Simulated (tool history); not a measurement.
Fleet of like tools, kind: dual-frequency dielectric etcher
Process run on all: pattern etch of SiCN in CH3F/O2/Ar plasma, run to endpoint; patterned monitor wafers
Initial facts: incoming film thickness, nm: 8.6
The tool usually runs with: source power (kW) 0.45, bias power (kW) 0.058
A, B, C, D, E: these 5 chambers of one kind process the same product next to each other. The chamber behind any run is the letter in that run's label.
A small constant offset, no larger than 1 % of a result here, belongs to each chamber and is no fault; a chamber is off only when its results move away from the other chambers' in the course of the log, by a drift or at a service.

run	day	source power (kW)	bias power (kW)	hours since the last wet clean	hours since the last source power generator calibration	hours since the last bias power generator calibration	endpoint time (s)
1C	0.179	0.45	0.058	437.3	540.7	938.5	23.585
2B	0.392	0.45	0.058	323	800.8	4754.3	23.404
3D	0.604	0.45	0.058	252.6	4005.1	1733.1	23.636
4E	0.779	0.45	0.058	130.3	397.4	1855.1	23.776
5A	0.958	0.45	0.058	214.8	378.3	1216.7	23.722
# day 1.025: chamber B: bias power generator calibrated
6A	1.092	0.45	0.058	218	381.5	1219.9	23.57
7D	1.221	0.45	0.058	267.4	4019.9	1747.9	23.615
8C	1.358	0.45	0.058	465.6	569	966.8	23.761
9E	1.5	0.38	0.058	147.6	414.7	1872.4	25.271
10B	1.679	0.38	0.058	353.9	831.7	15.8	25.076
11C	1.867	0.38	0.058	477.8	581.2	979	25.115
12D	2.15	0.38	0.058	289.7	4042.2	1770.2	25.35
13E	2.433	0.38	0.058	170	437.1	1894.8	25.22
# day 2.604: chamber C: wet clean of the chamber
14A	2.608	0.45	0.058	254.4	417.9	1256.3	23.46
15B	2.888	0.45	0.058	382.9	860.7	44.8	23.46
16A	3.092	0.45	0.058	266	429.5	1267.9	23.614
17D	3.35	0.45	0.058	318.5	4071	1799	23.726
18C	3.608	0.45	0.058	24.2	623	1020.8	23.629
19B	3.838	0.45	0.058	405.7	883.5	67.6	23.522
# day 4.067: chamber D: source power generator calibrated
20E	4.125	0.41	0.058	210.6	477.7	1935.4	24.653
21B	4.379	0.41	0.058	418.7	896.5	80.6	24.3
22C	4.592	0.41	0.058	47.8	646.6	1044.4	24.543
23A	4.808	0.41	0.058	307.2	470.7	1309.1	24.439
24D	4.962	0.41	0.058	357.2	21.6	1837.7	24.634
25E	5.088	0.45	0.058	233.7	500.8	1958.5	23.654
26A	5.238	0.45	0.058	317.5	481	1319.4	23.572
27B	5.396	0.45	0.058	443.1	920.9	105	23.434
28C	5.592	0.45	0.058	71.8	670.6	1068.4	23.776
29D	5.821	0.45	0.058	377.8	42.2	1858.3	23.833
# day 5.854: chamber B: wet clean of the chamber
30E	5.954	0.45	0.058	254.5	521.6	1979.3	23.8
31E	6.238	0.45	0.058	261.3	528.4	1986.1	23.672
32B	6.425	0.45	0.058	13.7	945.6	129.7	23.529
33C	6.667	0.5	0.058	97.6	696.4	1094.2	22.601
34A	6.842	0.5	0.058	356	519.5	1357.9	22.741
35D	7.117	0.5	0.058	408.9	73.3	1889.4	22.752
36D	7.371	0.5	0.058	415	79.4	1895.5	22.745
37C	7.654	0.5	0.058	121.3	720.1	1117.9	22.594
38E	7.896	0.45	0.058	301.1	568.2	2025.9	23.682
39B	8.146	0.54	0.052	55	986.9	171	22.653
40A	8.325	0.54	0.052	391.6	555.1	1393.5	22.758

Read the log: is a single chamber off, either drifting away or since a service, is the gauge that measures every chamber drifting, or is nothing wrong beyond small per-chamber offsets? Name any odd chamber and what most likely caused it.

Neither any chamber nor the gauge drifts; the chambers differ only by their own small, steady offsets.
